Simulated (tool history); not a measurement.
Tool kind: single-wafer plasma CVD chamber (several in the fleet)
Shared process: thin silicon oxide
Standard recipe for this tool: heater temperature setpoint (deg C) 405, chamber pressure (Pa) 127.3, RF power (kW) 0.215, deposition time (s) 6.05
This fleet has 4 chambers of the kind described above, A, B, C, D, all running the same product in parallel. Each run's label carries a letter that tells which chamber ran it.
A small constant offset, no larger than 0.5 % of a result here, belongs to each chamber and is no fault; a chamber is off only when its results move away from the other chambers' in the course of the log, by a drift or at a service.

| run | hour | heater temperature setpoint (deg C) | chamber pressure (Pa) | RF power (kW) | deposition time (s) | read-back reference wafer on the same gauge, thickness_nm | mean film thickness on the monitor wafer (angstrom) |
|---|---|---|---|---|---|---|---|
| 1A | 4 | 405 | 127.3 | 0.215 | 6.05 | 9.0937 | 110.53 |
| 2B | 7.9 | 405 | 127.3 | 0.215 | 6.05 | 9.0947 | 111.47 |
| 3D | 12.1 | 405 | 127.3 | 0.215 | 6.05 | 9.0895 | 110.7 |
| 4C | 15.9 | 405 | 127.3 | 0.215 | 6.05 | 9.0971 | 111.31 |
| 5B | 18.9 | 405 | 127.3 | 0.215 | 6.05 | 9.103 | 111.53 |
| 6C | 22.2 | 405 | 127.3 | 0.215 | 6.05 | 9.1216 | 112.83 |
| 7A | 26.1 | 405 | 127.3 | 0.215 | 6.68 | 9.1061 | 121.42 |
| 8D | 28.5 | 405 | 127.3 | 0.215 | 6.68 | 9.0926 | 122.32 |
| 9B | 32.7 | 405 | 127.3 | 0.215 | 6.68 | 9.0888 | 122.04 |
| 10C | 37 | 405 | 127.3 | 0.215 | 6.68 | 9.112 | 123.63 |
| 11D | 40.1 | 405 | 127.3 | 0.215 | 6.05 | 9.1105 | 110.8 |
| 12A | 42.5 | 405 | 127.3 | 0.215 | 6.05 | 9.0961 | 111.37 |
| 13B | 45.4 | 405 | 127.3 | 0.215 | 6.05 | 9.1009 | 110.82 |
| 14C | 48.6 | 405 | 127.3 | 0.215 | 6.05 | 9.1022 | 112.54 |
| 15A | 52.6 | 405 | 127.3 | 0.215 | 6.05 | 9.1087 | 109.94 |
| 16D | 55.8 | 405 | 127.3 | 0.215 | 6.05 | 9.0918 | 111.73 |
| 17C | 58.1 | 405 | 127.3 | 0.215 | 6.05 | 9.1029 | 112.82 |
| 18A | 60.9 | 405 | 151.9 | 0.195 | 6.05 | 9.1056 | 118.08 |
| 19D | 63.8 | 405 | 151.9 | 0.195 | 6.05 | 9.0984 | 118.81 |
| 20B | 66.2 | 405 | 151.9 | 0.195 | 6.05 | 9.0844 | 119.23 |
| 21B | 70.3 | 405 | 151.9 | 0.195 | 6.05 | 9.1091 | 119.84 |
|  | 74.1 | chamber B: capacitance manometer re-zeroed and calibrated |
| 22C | 74.7 | 405 | 150 | 0.215 | 5.12 | 9.0994 | 106.49 |
| 23D | 77.8 | 405 | 150 | 0.215 | 5.12 | 9.0947 | 104.62 |
| 24A | 80.8 | 405 | 150 | 0.215 | 5.12 | 9.101 | 105.38 |
| 25C | 85.2 | 405 | 150 | 0.215 | 5.12 | 9.1088 | 107.13 |
| 26D | 87.2 | 405 | 139.9 | 0.2 | 6.05 | 9.0956 | 114.62 |
| 27A | 91.4 | 405 | 139.9 | 0.2 | 6.05 | 9.0804 | 113.45 |
| 28B | 94.4 | 405 | 139.9 | 0.2 | 6.05 | 9.0956 | 120.05 |
| 29C | 97.2 | 405 | 139.9 | 0.2 | 6.05 | 9.0978 | 115.12 |
| 30D | 100 | 405 | 127.3 | 0.215 | 6.05 | 9.1154 | 110.71 |
|  | 102 | chamber C: RF generator calibrated |
| 31A | 103.6 | 405 | 127.3 | 0.215 | 6.05 | 9.1089 | 110.49 |
| 32B | 107.7 | 405 | 127.3 | 0.215 | 6.05 | 9.1 | 117.65 |
| 33D | 109.8 | 405 | 127.3 | 0.215 | 6.05 | 9.1009 | 110.08 |
| 34B | 112.5 | 405 | 127.3 | 0.215 | 6.05 | 9.1204 | 115.43 |
| 35A | 114.7 | 405 | 127.3 | 0.215 | 6.05 | 9.088 | 109.32 |
| 36C | 117.5 | 405 | 127.3 | 0.215 | 7.14 | 9.1029 | 131.02 |
| 37B | 120.5 | 405 | 127.3 | 0.215 | 7.14 | 9.1054 | 137.58 |
| 38A | 122.6 | 405 | 127.3 | 0.215 | 7.14 | 9.1098 | 129.65 |
| 39D | 126.8 | 405 | 127.3 | 0.215 | 7.14 | 9.1039 | 132.01 |
| 40C | 131.2 | 405 | 127.3 | 0.215 | 6.05 | 9.1225 | 112.37 |
| 41C | 133.8 | 405 | 127.3 | 0.215 | 6.05 | 9.1124 | 112.36 |
| 42A | 137.5 | 405 | 127.3 | 0.215 | 6.05 | 9.0912 | 111.01 |
| 43B | 139.7 | 405 | 127.3 | 0.215 | 6.05 | 9.0791 | 116.86 |

Which is it: a chamber that has drifted or been left off by a service, a gauge drift common to all chambers, or only each chamber's usual small offset? If a chamber is off, name it and its likeliest cause.

The work done on chamber B during a service left it standing apart from the others.
What lies behind it: true pressure above the setpoint (%) = 7.

Here are 4 candidates for chamber B's next run, each the usual settings with a change, their results left as question marks. Which one brings its results back in line with what the others give on the usual settings?
In line means no further than this from the other chambers' mean on the usual settings: mean film thickness on the monitor wafer (angstrom) 2.2
| 44B-1 | 143 | 405 | 126.3 | 0.215 | 6 |  | ? |
| 44B-2 | 143 | 405 | 136.5 | 0.215 | 6.05 |  | ? |
| 44B-3 | 143 | 405 | 127.3 | 0.215 | 6.12 |  | ? |
| 44B-4 | 143 | 405 | 127.3 | 0.21 | 5.81 |  | ? |

Mean of the other chambers on the usual settings: mean film thickness on the monitor wafer (angstrom) 111.12
| run | mean film thickness on the monitor wafer (angstrom) |
|---|---|
| 44B-1 | 114.9 |
| 44B-2 | 121.98 |
| 44B-3 | 117.85 |
| 44B-4 | 110.58 |
Change 44B-4 lands the chamber within the allowed miss of the other chambers.

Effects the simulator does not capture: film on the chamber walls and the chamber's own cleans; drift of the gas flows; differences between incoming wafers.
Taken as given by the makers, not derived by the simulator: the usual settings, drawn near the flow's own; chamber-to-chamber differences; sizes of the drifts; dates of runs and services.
